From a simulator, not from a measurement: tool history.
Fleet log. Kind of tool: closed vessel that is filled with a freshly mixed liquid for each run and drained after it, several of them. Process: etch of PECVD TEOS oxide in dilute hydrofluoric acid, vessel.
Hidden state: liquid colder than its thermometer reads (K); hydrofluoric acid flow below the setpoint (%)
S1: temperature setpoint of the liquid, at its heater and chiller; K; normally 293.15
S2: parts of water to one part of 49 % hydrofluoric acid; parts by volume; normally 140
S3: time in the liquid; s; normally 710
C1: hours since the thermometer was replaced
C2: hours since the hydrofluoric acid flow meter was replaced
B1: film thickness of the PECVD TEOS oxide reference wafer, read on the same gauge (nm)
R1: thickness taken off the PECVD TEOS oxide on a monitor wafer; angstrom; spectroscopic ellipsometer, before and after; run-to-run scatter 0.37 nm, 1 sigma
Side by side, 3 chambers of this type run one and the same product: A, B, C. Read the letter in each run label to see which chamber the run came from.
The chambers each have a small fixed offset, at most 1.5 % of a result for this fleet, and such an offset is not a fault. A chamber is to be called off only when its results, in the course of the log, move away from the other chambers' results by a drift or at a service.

run	hour	S1	S2	S3	C1	C2	B1	R1
1B	5.1	293.15	140	710	33.1	1372.5	69.990	418.43
2A	10.3	293.15	140	710	885.0	1500.0	69.998	412.71
3C	13.4	293.15	140	710	155.4	455.8	69.994	416.09
4C	17.1	293.15	140	710	159.1	459.5	70.007	411.16
5B	20.8	293.15	140	710	48.8	1388.2	70.018	422.53
6A	25.0	293.15	140	710	899.7	1514.7	70.000	412.24
7B	29.3	293.15	140	710	57.3	1396.7	70.016	416.91
8C	33.2	293.15	140	710	175.2	475.6	70.027	413.85
9A	37.5	293.15	140	710	912.2	1527.2	69.974	411.66
10A	40.3	293.15	140	710	915.0	1530.0	70.052	408.60
11B	42.8	293.15	140	460	70.8	1410.2	70.004	265.63
12C	48.0	293.15	140	460	190.0	490.4	70.005	267.97
13B	51.8	293.15	140	460	79.8	1419.2	70.025	274.14
14C	55.2	293.15	140	710	197.2	497.6	69.993	413.85
15A	58.1	293.15	140	710	932.8	1547.8	69.983	415.81
16A	62.9	293.15	140	710	937.6	1552.6	70.029	409.38
17C	66.8	293.15	140	710	208.8	509.2	70.008	415.29
18B	71.5	293.15	140	710	99.5	1438.9	69.972	418.91
19B	75.8	293.15	140	710	103.8	1443.2	69.986	427.13
20A	80.3	293.15	140	710	955.0	1570.0	69.999	412.20
21C	84.3	293.15	140	710	226.3	526.7	69.973	406.74
22C	87.0	293.15	205	710	229.0	529.4	70.002	261.97
23A	90.2	293.15	205	710	964.9	1579.9	70.017	266.65
24B	95.1	293.15	205	710	123.1	1462.5	70.045	266.92
25B	98.9	293.15	140	710	126.9	1466.3	69.995	416.75
26A	102.3	293.15	140	710	977.0	1592.0	70.041	398.59
27C	107.4	293.15	140	710	249.4	549.8	69.994	410.07
28A	111.6	293.15	140	710	986.3	1601.3	70.008	400.63
29B	114.2	293.15	140	710	142.2	1481.6	69.989	422.58
30C	117.1	293.15	140	710	259.1	559.5	69.986	408.96
31C	121.7	295.65	185	710	263.7	564.1	69.972	319.47
32B	125.7	295.65	185	710	153.7	1493.1	70.000	332.96
33A	128.3	295.65	185	710	1003.0	1618.0	70.029	314.70
34C	130.7	293.15	140	710	272.7	573.1	69.992	411.28
35B	133.3	290.15	190	710	161.3	1500.7	70.035	266.13
36A	137.6	290.15	190	710	1012.3	1627.3	70.055	246.23
37C	142.3	290.15	190	710	284.3	584.7	70.002	253.74
38A	145.0	293.15	140	710	1019.7	1634.7	70.048	386.68

Next, all 3 chambers run the settings below, one line each with question marks for the results. What does each chamber give?
39A	148.8	295.15	140	710				?
39B	148.8	295.15	140	710				?
39C	148.8	295.15	140	710				?

run	R1
39A	423.51
39B	447.08
39C	439.41

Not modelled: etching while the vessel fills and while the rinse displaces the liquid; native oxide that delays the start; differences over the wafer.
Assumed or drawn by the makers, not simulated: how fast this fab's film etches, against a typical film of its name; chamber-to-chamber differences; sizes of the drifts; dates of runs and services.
